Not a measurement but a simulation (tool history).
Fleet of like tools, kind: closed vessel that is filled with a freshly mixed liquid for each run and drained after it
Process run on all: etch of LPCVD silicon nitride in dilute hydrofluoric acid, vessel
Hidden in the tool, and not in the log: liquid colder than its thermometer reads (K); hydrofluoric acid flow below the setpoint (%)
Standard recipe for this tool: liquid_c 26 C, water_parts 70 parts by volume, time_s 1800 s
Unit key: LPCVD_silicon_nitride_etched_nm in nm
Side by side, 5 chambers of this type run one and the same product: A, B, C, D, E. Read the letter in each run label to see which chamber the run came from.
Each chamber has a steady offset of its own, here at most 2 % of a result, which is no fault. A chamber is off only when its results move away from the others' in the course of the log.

run	hour	liquid_c	water_parts	time_s	hours since the thermometer was replaced	hours since the hydrofluoric acid flow meter was replaced	read-back film thickness of the LPCVD silicon nitride reference wafer, read on the same gauge (nm)	LPCVD_silicon_nitride_etched_nm
1A	5.4	26	70	1800	922.0	555.7	40.006	15.2910
2C	9.6	26	70	1800	1378.4	945.4	40.006	15.2730
3E	15.4	26	70	1800	1199.0	17.6	39.977	14.9680
4B	22.5	26	70	1800	328.7	623.4	39.997	15.4680
5D	29.5	26	70	1800	872.0	736.7	40.001	15.5190
6E	36.1	26	70	1800	1219.7	38.3	39.976	15.2240
7B	42.0	26	70	1800	348.2	642.9	40.004	15.4800
8D	46.5	26	70	1800	889.0	753.7	40.012	15.6150
9C	53.0	26	70	1800	1421.8	988.8	40.009	14.7440
10A	59.1	26	70	1800	975.7	609.4	39.979	15.4710
11D	64.6	26	70	1800	907.1	771.8	39.991	15.2910
12E	71.6	26	70	1800	1255.2	73.8	40.008	15.0330
13A	75.8	26	70	1800	992.4	626.1	39.998	15.0780
14C	79.8	26	70	1800	1448.6	1015.6	40.006	14.6930
15B	86.3	26	70	1800	392.5	687.2	40.023	15.5360
16D	93.1	26	70	1800	935.6	800.3	40.020	15.2980
17B	100.1	26	70	1800	406.3	701.0	39.998	15.4020
18E	107.6	29	70	2550	1291.2	109.8	39.985	26.0020
19C	112.1	29	70	2550	1480.9	1047.9	39.985	25.3980
20A	116.4	29	70	2550	1033.0	666.7	39.980	26.2120
# hour 121.3: chamber A: hydrofluoric acid flow meter replaced
21D	123.7	29	70	2550	966.2	830.9	39.983	26.8150
22A	129.9	29	70	2550	1046.5	8.7	39.992	26.5470
23E	137.6	26	70	1800	1321.2	139.8	40.013	15.1170
24B	142.1	26	70	1800	448.3	743.0	40.020	15.4530
25C	150.5	26	70	1800	1519.3	1086.3	39.994	14.2370
26B	158.7	26	70	1800	464.9	759.6	39.995	15.1290
27D	163.1	29	55	1800	1005.6	870.3	40.006	24.2400
28C	168.3	29	55	1800	1537.1	1104.1	39.997	21.9940
29E	172.8	29	55	1800	1356.4	175.0	39.999	23.3440
# hour 177.2: chamber D: thermometer replaced
30A	178.6	29	55	1800	1095.2	57.4	40.000	23.3730
31B	183.7	29	55	1800	489.9	784.6	39.998	23.8610
32D	188.7	26	70	1800	11.5	895.9	40.008	15.3510
# hour 189.2: chamber B: hydrofluoric acid flow meter replaced
33A	197.2	26	70	1800	1113.8	76.0	39.993	15.1270
34E	203.1	26	70	1800	1386.7	205.3	39.989	14.7170
35C	207.5	26	70	1800	1576.3	1143.3	40.006	13.9990
36E	213.9	26	70	1800	1397.5	216.1	39.990	15.0290
37B	219.4	26	70	1800	525.6	30.3	39.984	15.5610
38A	227.9	26	70	1800	1144.5	106.7	39.998	15.1950
39D	231.8	26	70	1800	54.6	939.0	39.997	15.4130

Next, all 5 chambers run the settings below, one line each with question marks for the results. What does each chamber give?
40A	238.0	26	70	850				?
40B	238.0	26	70	850				?
40C	238.0	26	70	850				?
40D	238.0	26	70	850				?
40E	238.0	26	70	850				?

run	LPCVD_silicon_nitride_etched_nm
40A	7.0221
40B	7.3587
40C	6.4439
40D	7.2096
40E	7.0234

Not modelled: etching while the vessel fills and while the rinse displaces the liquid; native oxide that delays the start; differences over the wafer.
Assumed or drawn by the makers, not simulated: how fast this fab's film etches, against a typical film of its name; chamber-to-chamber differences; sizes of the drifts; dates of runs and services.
